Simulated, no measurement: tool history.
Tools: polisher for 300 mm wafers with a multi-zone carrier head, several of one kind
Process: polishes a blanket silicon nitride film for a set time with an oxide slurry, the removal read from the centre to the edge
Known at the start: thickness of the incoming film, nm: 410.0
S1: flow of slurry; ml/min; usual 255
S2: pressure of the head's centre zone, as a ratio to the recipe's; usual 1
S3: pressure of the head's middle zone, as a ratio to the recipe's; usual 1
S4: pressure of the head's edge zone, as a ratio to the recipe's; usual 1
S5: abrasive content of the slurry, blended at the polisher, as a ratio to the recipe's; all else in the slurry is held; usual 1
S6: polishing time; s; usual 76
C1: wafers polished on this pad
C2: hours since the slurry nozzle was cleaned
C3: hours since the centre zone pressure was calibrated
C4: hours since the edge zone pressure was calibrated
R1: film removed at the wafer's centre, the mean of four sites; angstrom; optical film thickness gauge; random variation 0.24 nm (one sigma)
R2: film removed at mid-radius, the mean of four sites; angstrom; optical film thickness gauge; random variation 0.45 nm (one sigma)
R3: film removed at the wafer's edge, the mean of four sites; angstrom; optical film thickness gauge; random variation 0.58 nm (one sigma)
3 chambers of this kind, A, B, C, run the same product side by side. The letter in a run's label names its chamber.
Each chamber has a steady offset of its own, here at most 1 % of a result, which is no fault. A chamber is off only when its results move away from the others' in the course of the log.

run 1A hour=10 | S1=255 S2=1 S3=1 S4=1 S5=1 S6=76 | C1=585 C2=392.5 C3=227.9 C4=260.2 | R1=394.32 R2=402.6 R3=392.92
run 2C hour=20.7 | S1=255 S2=1 S3=1 S4=1 S5=1 S6=76 | C1=426 C2=199.9 C3=569.8 C4=688.8 | R1=393.57 R2=395.04 R3=402.1
run 3B hour=27.8 | S1=255 S2=1 S3=1 S4=1 S5=1 S6=76 | C1=1461 C2=326.7 C3=175.6 C4=669.1 | R1=394.04 R2=392.31 R3=395.27
run 4B hour=37.3 | S1=255 S2=1 S3=1 S4=1 S5=1 S6=76 | C1=1515 C2=336.2 C3=185.1 C4=678.6 | R1=392.08 R2=385.79 R3=400.47
run 5A hour=44.8 | S1=255 S2=1 S3=1 S4=1 S5=1 S6=76 | C1=782 C2=427.3 C3=262.7 C4=295 | R1=391.69 R2=390.89 R3=391.11
run 6C hour=50.9 | S1=255 S2=1 S3=1.1 S4=1 S5=1.2 S6=76 | C1=597 C2=230.1 C3=600 C4=719 | R1=424.7 R2=462.14 R3=415.79
run 7C hour=57.2 | S1=255 S2=1 S3=1.1 S4=1 S5=1.2 S6=76 | C1=633 C2=236.4 C3=606.3 C4=725.3 | R1=421.8 R2=456.47 R3=424.03
run 8B hour=64.8 | S1=255 S2=1 S3=1.1 S4=1 S5=1.2 S6=76 | C1=1671 C2=363.7 C3=212.6 C4=706.1 | R1=432.03 R2=463.33 R3=422.15
-- hour=68.2 chamber B: worn pad replaced by a new one
run 9A hour=77.2 | S1=255 S2=1 S3=1 S4=1 S5=1 S6=76 | C1=966 C2=459.7 C3=295.1 C4=327.4 | R1=388.1 R2=394.15 R3=392.97
run 10C hour=84.3 | S1=255 S2=1 S3=1 S4=1 S5=1 S6=76 | C1=787 C2=263.5 C3=633.4 C4=752.4 | R1=398.84 R2=394.74 R3=398.92
run 11B hour=92.2 | S1=255 S2=1 S3=1 S4=1 S5=1 S6=76 | C1=136 C2=391.1 C3=240 C4=733.5 | R1=393.78 R2=392.63 R3=392.13
-- hour=92.4 chamber C: worn pad replaced by a new one
-- hour=102.6 chamber A: worn pad replaced by a new one
run 12A hour=102.7 | S1=255 S2=1 S3=1 S4=1 S5=1 S6=76 | C1=1 C2=485.2 C3=320.6 C4=352.9 | R1=388.84 R2=399.82 R3=380.47
run 13B hour=111.9 | S1=255 S2=1 S3=1 S4=1 S5=1 S6=76 | C1=248 C2=410.8 C3=259.7 C4=753.2 | R1=396.33 R2=399.98 R3=385.41
run 14A hour=123.8 | S1=255 S2=1 S3=1 S4=1 S5=1 S6=76 | C1=120 C2=506.3 C3=341.7 C4=374 | R1=391.76 R2=398.01 R3=393.6
-- hour=130.2 chamber A: slurry nozzle cleaned
run 15C hour=131.3 | S1=255 S2=1 S3=1 S4=1 S5=1 S6=76 | C1=221 C2=310.5 C3=680.4 C4=799.4 | R1=404.69 R2=383.23 R3=393.56
run 16A hour=144.1 | S1=255 S2=1 S3=1 S4=1 S5=1 S6=76 | C1=236 C2=13.9 C3=362 C4=394.3 | R1=391.6 R2=390.72 R3=390.54
run 17C hour=152 | S1=255 S2=0.91 S3=1 S4=1 S5=1.2 S6=76 | C1=338 C2=331.2 C3=701.1 C4=820.1 | R1=400.25 R2=432.77 R3=416.47
run 18B hour=162.3 | S1=255 S2=0.91 S3=1 S4=1 S5=1.2 S6=76 | C1=534 C2=461.2 C3=310.1 C4=803.6 | R1=382.19 R2=428.18 R3=426.14
run 19C hour=169.7 | S1=255 S2=0.91 S3=1 S4=1 S5=1.2 S6=76 | C1=439 C2=348.9 C3=718.8 C4=837.8 | R1=402.24 R2=421.83 R3=431.5
run 20A hour=181.8 | S1=255 S2=1 S3=1 S4=1 S5=1 S6=76 | C1=450 C2=51.6 C3=399.7 C4=432 | R1=392.76 R2=396.01 R3=388.88
run 21B hour=188.5 | S1=255 S2=1 S3=1 S4=1 S5=1 S6=102 | C1=683 C2=487.4 C3=336.3 C4=829.8 | R1=520.07 R2=527.02 R3=536.1
run 22C hour=199.9 | S1=255 S2=1 S3=1 S4=1 S5=1 S6=102 | C1=610 C2=379.1 C3=749 C4=868 | R1=561.96 R2=519.48 R3=523.91
run 23B hour=211.5 | S1=255 S2=1 S3=1 S4=1 S5=1 S6=102 | C1=813 C2=510.4 C3=359.3 C4=852.8 | R1=533.36 R2=523.59 R3=526.06
run 24A hour=220 | S1=255 S2=1 S3=1 S4=1 S5=1 S6=76 | C1=666 C2=89.8 C3=437.9 C4=470.2 | R1=389.68 R2=394.75 R3=390.05
run 25A hour=231.8 | S1=255 S2=1 S3=1 S4=1 S5=1 S6=76 | C1=733 C2=101.6 C3=449.7 C4=482 | R1=388.87 R2=395.51 R3=389.22
run 26C hour=238.2 | S1=255 S2=1 S3=1 S4=1 S5=1 S6=76 | C1=827 C2=417.4 C3=787.3 C4=906.3 | R1=422.28 R2=396.2 R3=393.62
-- hour=245.5 chamber C: worn pad replaced by a new one
run 27B hour=251.6 | S1=305 S2=1.09 S3=1 S4=1 S5=1 S6=76 | C1=1041 C2=550.5 C3=399.4 C4=892.9 | R1=441.89 R2=403.15 R3=392.78
run 28C hour=262.1 | S1=305 S2=1.09 S3=1 S4=1 S5=1 S6=76 | C1=94 C2=441.3 C3=811.2 C4=930.2 | R1=478.31 R2=396.91 R3=398.85

Next, every chamber runs the same settings. What will each give?
run 29A hour=271.9 | S1=255 S2=1 S3=1 S4=0.89 S5=1 S6=76 | R1=? R2=? R3=?
run 29B hour=271.9 | S1=255 S2=1 S3=1 S4=0.89 S5=1 S6=76 | R1=? R2=? R3=?
run 29C hour=271.9 | S1=255 S2=1 S3=1 S4=0.89 S5=1 S6=76 | R1=? R2=? R3=?

run=29A R1=388.71 R2=395.81 R3=368.95
run=29B R1=391.63 R2=387.06 R3=364.69
run=29C R1=433.08 R2=396.24 R3=364.81
